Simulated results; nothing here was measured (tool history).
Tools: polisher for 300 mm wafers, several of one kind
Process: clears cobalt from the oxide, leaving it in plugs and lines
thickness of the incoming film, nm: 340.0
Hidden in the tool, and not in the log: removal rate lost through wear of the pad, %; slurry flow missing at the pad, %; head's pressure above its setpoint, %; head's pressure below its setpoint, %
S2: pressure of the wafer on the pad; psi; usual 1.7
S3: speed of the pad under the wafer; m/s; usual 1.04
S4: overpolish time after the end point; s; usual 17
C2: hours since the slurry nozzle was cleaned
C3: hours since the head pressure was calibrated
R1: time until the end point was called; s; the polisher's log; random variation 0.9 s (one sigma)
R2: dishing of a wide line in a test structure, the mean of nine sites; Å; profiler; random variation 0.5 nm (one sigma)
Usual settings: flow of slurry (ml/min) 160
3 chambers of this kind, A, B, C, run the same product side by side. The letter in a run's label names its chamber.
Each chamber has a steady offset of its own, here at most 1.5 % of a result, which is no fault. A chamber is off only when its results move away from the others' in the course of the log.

run 1B hour=8.9 | flow_of_slurry_(ml/min)=160 S2=1.7 S3=1.04 S4=17 | wafers_polished_on_this_pad=292 C2=97.0 C3=714.7 | R1=68.692 R2=458.26
run 2C hour=19.3 | flow_of_slurry_(ml/min)=160 S2=1.7 S3=1.04 S4=17 | wafers_polished_on_this_pad=225 C2=47.5 C3=274.3 | R1=68.679 R2=460.57
-- hour=23.8 chamber A: worn pad replaced by a new one
run 3A hour=28.1 | flow_of_slurry_(ml/min)=160 S2=1.7 S3=1.04 S4=17 | wafers_polished_on_this_pad=21 C2=559.5 C3=73.8 | R1=67.812 R2=453.62
run 4B hour=34.7 | flow_of_slurry_(ml/min)=160 S2=1.7 S3=1.04 S4=17 | wafers_polished_on_this_pad=419 C2=122.8 C3=740.5 | R1=66.889 R2=456.10
run 5A hour=44.4 | flow_of_slurry_(ml/min)=160 S2=1.7 S3=1.04 S4=17 | wafers_polished_on_this_pad=102 C2=575.8 C3=90.1 | R1=66.671 R2=461.12
run 6C hour=52.2 | flow_of_slurry_(ml/min)=160 S2=1.7 S3=1.04 S4=17 | wafers_polished_on_this_pad=387 C2=80.4 C3=307.2 | R1=68.247 R2=457.55
run 7A hour=62.0 | flow_of_slurry_(ml/min)=160 S2=1.7 S3=1.04 S4=17 | wafers_polished_on_this_pad=188 C2=593.4 C3=107.7 | R1=66.686 R2=460.45
run 8C hour=67.9 | flow_of_slurry_(ml/min)=160 S2=1.7 S3=1.04 S4=17 | wafers_polished_on_this_pad=465 C2=96.1 C3=322.9 | R1=68.358 R2=466.24
-- hour=69.3 chamber B: head pressure recalibrated
run 9B hour=74.5 | flow_of_slurry_(ml/min)=160 S2=1.7 S3=1.04 S4=17 | wafers_polished_on_this_pad=615 C2=162.6 C3=5.2 | R1=67.344 R2=452.94
run 10A hour=80.7 | flow_of_slurry_(ml/min)=160 S2=1.7 S3=1.04 S4=17 | wafers_polished_on_this_pad=281 C2=612.1 C3=126.4 | R1=67.210 R2=448.74
run 11B hour=86.1 | flow_of_slurry_(ml/min)=160 S2=1.7 S3=1.04 S4=17 | wafers_polished_on_this_pad=673 C2=174.2 C3=16.8 | R1=69.790 R2=451.19
run 12C hour=96.4 | flow_of_slurry_(ml/min)=160 S2=1.7 S3=1.04 S4=17 | wafers_polished_on_this_pad=605 C2=124.6 C3=351.4 | R1=69.711 R2=452.29
run 13A hour=104.7 | flow_of_slurry_(ml/min)=160 S2=1.7 S3=0.78 S4=17 | wafers_polished_on_this_pad=399 C2=636.1 C3=150.4 | R1=91.546 R2=402.97
run 14C hour=110.9 | flow_of_slurry_(ml/min)=160 S2=1.7 S3=0.78 S4=17 | wafers_polished_on_this_pad=677 C2=139.1 C3=365.9 | R1=94.475 R2=390.26
run 15B hour=121.2 | flow_of_slurry_(ml/min)=160 S2=1.7 S3=0.78 S4=17 | wafers_polished_on_this_pad=846 C2=209.3 C3=51.9 | R1=93.841 R2=380.74
-- hour=121.5 chamber C: worn pad replaced by a new one
run 16B hour=128.4 | flow_of_slurry_(ml/min)=160 S2=1.7 S3=1.04 S4=17 | wafers_polished_on_this_pad=881 C2=216.5 C3=59.1 | R1=70.271 R2=439.44
run 17A hour=136.8 | flow_of_slurry_(ml/min)=160 S2=1.7 S3=1.04 S4=17 | wafers_polished_on_this_pad=557 C2=668.2 C3=182.5 | R1=69.408 R2=468.13
run 18C hour=145.9 | flow_of_slurry_(ml/min)=160 S2=1.7 S3=1.04 S4=17 | wafers_polished_on_this_pad=120 C2=174.1 C3=400.9 | R1=69.041 R2=457.06
run 19B hour=151.6 | flow_of_slurry_(ml/min)=160 S2=1.7 S3=1.04 S4=17 | wafers_polished_on_this_pad=996 C2=239.7 C3=82.3 | R1=71.912 R2=433.89
run 20A hour=157.4 | flow_of_slurry_(ml/min)=160 S2=1.7 S3=1.04 S4=17 | wafers_polished_on_this_pad=659 C2=688.8 C3=203.1 | R1=68.480 R2=454.88
-- hour=158.2 chamber A: slurry nozzle cleaned
run 21C hour=163.2 | flow_of_slurry_(ml/min)=160 S2=1.7 S3=1.04 S4=17 | wafers_polished_on_this_pad=205 C2=191.4 C3=418.2 | R1=69.182 R2=465.40
run 22B hour=169.3 | flow_of_slurry_(ml/min)=160 S2=1.7 S3=1.04 S4=17 | wafers_polished_on_this_pad=1083 C2=257.4 C3=100.0 | R1=73.054 R2=440.27
run 23A hour=174.1 | flow_of_slurry_(ml/min)=160 S2=1.7 S3=1.04 S4=17 | wafers_polished_on_this_pad=741 C2=16.0 C3=219.8 | R1=67.920 R2=461.18
run 24C hour=182.0 | flow_of_slurry_(ml/min)=160 S2=1.7 S3=1.04 S4=17 | wafers_polished_on_this_pad=298 C2=210.2 C3=437.0 | R1=70.323 R2=457.09
run 25A hour=191.6 | flow_of_slurry_(ml/min)=160 S2=1.7 S3=1.04 S4=17 | wafers_polished_on_this_pad=828 C2=33.5 C3=237.3 | R1=67.538 R2=467.79
run 26C hour=201.2 | flow_of_slurry_(ml/min)=160 S2=1.7 S3=1.04 S4=17 | wafers_polished_on_this_pad=393 C2=229.4 C3=456.2 | R1=70.029 R2=455.77
run 27B hour=206.2 | flow_of_slurry_(ml/min)=160 S2=1.7 S3=1.04 S4=17 | wafers_polished_on_this_pad=1265 C2=294.3 C3=136.9 | R1=76.174 R2=435.50
run 28C hour=211.1 | flow_of_slurry_(ml/min)=160 S2=1.7 S3=1.04 S4=17 | wafers_polished_on_this_pad=442 C2=239.3 C3=466.1 | R1=69.009 R2=454.76
run 29A hour=220.6 | flow_of_slurry_(ml/min)=140 S2=1.7 S3=1.16 S4=17 | wafers_polished_on_this_pad=971 C2=62.5 C3=266.3 | R1=63.255 R2=478.23

Is one chamber off against the others, does the gauge drift, or is nothing wrong? If a chamber is off, say which, and what the likeliest cause is.

Chamber B drifts away from the others.
Cause: removal rate lost through wear of the pad, % = 11.7.
The log may not tell that from: slurry flow missing at the pad, %.

Here are 4 candidates for chamber B's next run, each the usual settings with a change, their results left as question marks. Which one brings its results back in line with what the others give on the usual settings?
In line means no further than this from the other chambers' mean on the usual settings: R1 3.200 s; R2 18.00 Å
run 30B-1 hour=228.0 | flow_of_slurry_(ml/min)=160 S2=1.8 S3=1.10 S4=17 | R1=? R2=?
run 30B-2 hour=228.0 | flow_of_slurry_(ml/min)=160 S2=1.7 S3=1.06 S4=17 | R1=? R2=?
run 30B-3 hour=228.0 | flow_of_slurry_(ml/min)=160 S2=1.7 S3=1.02 S4=17 | R1=? R2=?
run 30B-4 hour=228.0 | flow_of_slurry_(ml/min)=160 S2=1.6 S3=0.98 S4=17 | R1=? R2=?

The other chambers' mean on the usual settings: R1 68.678 s; R2 459.29 Å
run=30B-1 R1=68.701 R2=452.78
run=30B-2 R1=75.467 R2=432.81
run=30B-3 R1=78.411 R2=424.51
run=30B-4 R1=86.686 R2=402.48
30B-1 brings the chamber back in line.
